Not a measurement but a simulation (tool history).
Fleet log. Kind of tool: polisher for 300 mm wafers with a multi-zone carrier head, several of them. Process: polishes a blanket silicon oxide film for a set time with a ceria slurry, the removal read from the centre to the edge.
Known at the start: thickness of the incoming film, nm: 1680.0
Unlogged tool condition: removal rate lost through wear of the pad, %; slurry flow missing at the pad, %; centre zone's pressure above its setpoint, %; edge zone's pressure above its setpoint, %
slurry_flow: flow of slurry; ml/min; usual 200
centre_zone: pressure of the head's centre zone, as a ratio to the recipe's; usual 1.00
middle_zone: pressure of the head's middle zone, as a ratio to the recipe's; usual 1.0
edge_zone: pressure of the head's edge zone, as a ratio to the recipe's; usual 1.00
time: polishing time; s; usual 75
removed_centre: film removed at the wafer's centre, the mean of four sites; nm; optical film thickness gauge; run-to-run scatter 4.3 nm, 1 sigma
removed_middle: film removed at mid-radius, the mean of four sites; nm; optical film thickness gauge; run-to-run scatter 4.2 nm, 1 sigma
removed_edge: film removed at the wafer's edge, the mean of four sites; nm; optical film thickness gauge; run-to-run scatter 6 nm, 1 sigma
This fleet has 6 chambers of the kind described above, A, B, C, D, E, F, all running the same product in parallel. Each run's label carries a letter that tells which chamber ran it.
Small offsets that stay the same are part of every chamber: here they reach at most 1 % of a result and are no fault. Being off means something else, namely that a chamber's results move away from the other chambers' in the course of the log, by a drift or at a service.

run,hour,slurry_flow,centre_zone,middle_zone,edge_zone,time,wafers polished on this pad,hours since the slurry nozzle was cleaned,hours since the centre zone pressure was calibrated,hours since the edge zone pressure was calibrated,removed_centre,removed_middle,removed_edge
# hour 1.7: chamber F: worn pad replaced by a new one
# hour 4.0: chamber C: edge zone pressure recalibrated
1F,14.7,200,1.00,1.0,1.00,75,115,741.4,124.9,138.9,405.44,407.03,408.20
2C,23.6,200,1.00,1.0,1.00,75,860,507.7,173.0,19.6,405.76,402.35,406.71
# hour 28.4: chamber C: worn pad replaced by a new one
3D,36.8,200,1.00,1.0,1.00,75,940,493.1,317.5,322.1,401.01,405.48,401.80
# hour 37.8: chamber B: edge zone pressure recalibrated
4A,44.1,200,1.00,1.0,1.00,75,1103,85.3,679.6,631.2,405.16,404.36,402.28
5B,51.7,200,1.00,1.0,1.00,75,1076,421.5,458.6,14.0,399.09,395.54,399.52
# hour 56.7: chamber B: worn pad replaced by a new one
# hour 57.1: chamber D: worn pad replaced by a new one
6E,61.7,200,1.00,1.0,1.00,75,580,137.1,241.7,1146.1,402.29,410.31,403.06
# hour 62.1: chamber F: slurry nozzle cleaned
7A,75.2,200,1.00,0.9,1.08,75,1379,116.4,710.7,662.3,398.76,362.65,419.21
8E,88.6,200,1.00,0.9,1.08,75,819,164.0,268.6,1173.0,405.24,361.56,425.20
# hour 95.2: chamber A: worn pad replaced by a new one
# hour 96.9: chamber A: centre zone pressure recalibrated
# hour 101.9: chamber E: worn pad replaced by a new one
# hour 103.2: chamber B: slurry nozzle cleaned
9B,104.7,200,1.00,0.9,1.08,75,427,1.6,511.6,67.0,407.15,367.47,410.08
# hour 112.6: chamber F: worn pad replaced by a new one
10C,118.0,200,1.00,0.9,1.08,75,796,602.1,267.4,114.0,397.74,367.45,422.00
11F,127.4,200,1.00,0.9,1.08,75,132,65.4,237.6,251.6,393.52,362.60,417.64
# hour 139.2: chamber C: worn pad replaced by a new one
12D,139.2,200,1.00,0.9,1.08,75,730,595.5,419.9,424.5,393.15,359.47,416.92
13F,148.0,200,1.00,1.0,1.00,83,315,86.0,258.2,272.2,441.73,438.10,450.39
# hour 158.2: chamber D: edge zone pressure recalibrated
14C,162.5,200,1.00,1.0,1.00,83,207,646.6,311.9,158.5,438.23,436.44,438.43
15B,169.7,200,1.00,1.0,1.00,83,1005,66.6,576.6,132.0,441.44,442.26,441.02
16D,180.6,200,1.00,1.0,1.00,83,1098,636.9,461.3,22.4,433.22,433.71,434.07
17A,190.4,200,1.00,1.0,1.00,83,846,231.6,93.5,777.5,441.95,441.29,441.88
# hour 195.8: chamber D: worn pad replaced by a new one
18E,205.5,200,1.00,1.0,1.00,83,921,280.9,385.5,1289.9,442.86,451.31,456.99
# hour 208.0: chamber E: worn pad replaced by a new one
# hour 210.8: chamber B: worn pad replaced by a new one
# hour 213.3: chamber E: centre zone pressure recalibrated
# hour 217.4: chamber A: slurry nozzle cleaned
19E,220.0,200,1.00,1.0,1.00,75,106,295.4,6.7,1304.4,406.94,400.10,408.83
# hour 222.2: chamber F: worn pad replaced by a new one
# hour 223.8: chamber A: edge zone pressure recalibrated
# hour 223.8: chamber E: edge zone pressure recalibrated
# hour 231.1: chamber C: worn pad replaced by a new one
20B,234.4,200,1.00,1.0,1.00,75,209,131.3,641.3,196.7,390.72,398.34,403.26
# hour 244.8: chamber A: worn pad replaced by a new one
21D,244.9,200,1.00,1.0,1.00,75,436,701.2,525.6,86.7,400.63,396.28,398.67
22F,259.7,200,1.00,1.0,1.00,75,333,197.7,369.9,383.9,409.09,393.83,405.86
23C,274.5,200,1.00,1.0,1.00,75,386,758.6,423.9,270.5,388.00,386.16,401.75
24A,290.7,200,1.00,1.0,1.00,75,408,73.4,193.8,66.9,408.21,392.64,398.79
# hour 292.1: chamber C: centre zone pressure recalibrated
25F,301.8,200,1.00,1.0,1.00,75,707,239.8,412.0,426.0,404.91,395.01,393.47
26E,313.8,200,1.00,1.0,1.00,75,940,389.2,100.5,90.0,411.19,403.78,407.97
# hour 314.8: chamber E: worn pad replaced by a new one
# hour 318.7: chamber F: worn pad replaced by a new one
27B,323.6,200,1.00,1.0,1.00,75,1002,220.5,730.5,285.9,395.93,403.45,403.33
# hour 327.2: chamber C: worn pad replaced by a new one
28C,338.3,200,1.00,1.0,1.00,75,98,822.4,46.3,334.3,377.30,379.95,385.50
# hour 344.3: chamber D: worn pad replaced by a new one
# hour 346.0: chamber D: slurry nozzle cleaned
29A,346.7,200,1.00,1.0,1.00,75,905,129.4,249.8,122.9,390.50,398.53,395.68
# hour 347.0: chamber B: edge zone pressure recalibrated
# hour 355.6: chamber F: edge zone pressure recalibrated
30D,357.8,200,1.00,1.0,1.00,75,120,11.8,638.5,199.6,398.80,400.78,399.68
# hour 369.9: chamber B: worn pad replaced by a new one
31B,373.0,200,1.00,1.0,1.00,75,27,269.9,779.9,26.0,395.66,414.35,403.71
# hour 381.0: chamber F: centre zone pressure recalibrated
32F,388.6,200,1.00,1.0,1.00,75,621,326.6,7.6,33.0,398.17,392.55,403.71
# hour 388.9: chamber B: centre zone pressure recalibrated
33A,396.6,200,1.00,1.0,1.00,75,1349,179.3,299.7,172.8,398.38,402.53,397.53
34E,412.1,200,1.00,1.0,1.00,75,865,487.5,198.8,188.3,401.07,399.31,401.27
# hour 417.5: chamber F: worn pad replaced by a new one
35C,426.2,200,1.00,1.0,1.00,75,880,910.3,134.2,422.2,367.74,376.04,386.54
# hour 426.7: chamber C: worn pad replaced by a new one
# hour 427.1: chamber E: worn pad replaced by a new one
36D,437.2,200,0.89,1.0,1.00,75,826,91.2,717.9,279.0,346.15,394.33,393.89
37E,452.3,200,0.89,1.0,1.00,75,224,527.7,239.0,228.5,355.13,402.53,398.82
38C,468.5,200,0.89,1.0,1.00,75,371,952.6,176.5,464.5,321.11,366.82,372.19
# hour 468.7: chamber D: centre zone pressure recalibrated
39F,476.5,200,0.89,1.0,1.00,75,524,414.5,95.5,120.9,348.57,399.81,395.94
# hour 487.8: chamber D: worn pad replaced by a new one
40D,488.8,200,0.89,1.0,1.00,75,9,142.8,20.2,330.6,350.75,403.58,406.95
# hour 501.8: chamber B: slurry nozzle cleaned
41B,503.8,200,0.89,1.0,1.00,75,1190,2.0,115.0,156.8,352.07,410.67,408.20

Decide between three cases: one chamber stands off from its peers, the gauge reading all wafers drifts, or nothing is wrong past each chamber's small offset. Where a chamber is off, say which and what most likely put it there.

Chamber C drifts away from the others.
What lies behind it: slurry flow missing at the pad, % = 40.8.

Here are 4 candidates for chamber C's next run, each the usual settings with a change, their results left as question marks. Which one brings its results back in line with what the others give on the usual settings?
In-line tolerance around the mean of the other chambers on the usual settings: removed_centre 15.00 nm; removed_middle 15.00 nm; removed_edge 21.00 nm
42C-1,515.5,190,0.97,0.97,1.02,70,,,,,?,?,?
42C-2,515.5,195,0.99,0.99,1.01,73,,,,,?,?,?
42C-3,515.5,205,1.01,1.01,0.99,77,,,,,?,?,?
42C-4,515.5,210,1.03,1.03,0.98,80,,,,,?,?,?

The mean the other chambers reach with the usual settings: removed_centre 400.34 nm; removed_middle 400.34 nm; removed_edge 400.10 nm
run,removed_centre,removed_middle,removed_edge
42C-1,316.58,320.87,354.95
42C-2,340.32,343.06,369.78
42C-3,372.22,372.95,389.10
42C-4,397.82,396.63,403.58
The right change is 42C-4: it brings the chamber back within the allowed miss of the others.

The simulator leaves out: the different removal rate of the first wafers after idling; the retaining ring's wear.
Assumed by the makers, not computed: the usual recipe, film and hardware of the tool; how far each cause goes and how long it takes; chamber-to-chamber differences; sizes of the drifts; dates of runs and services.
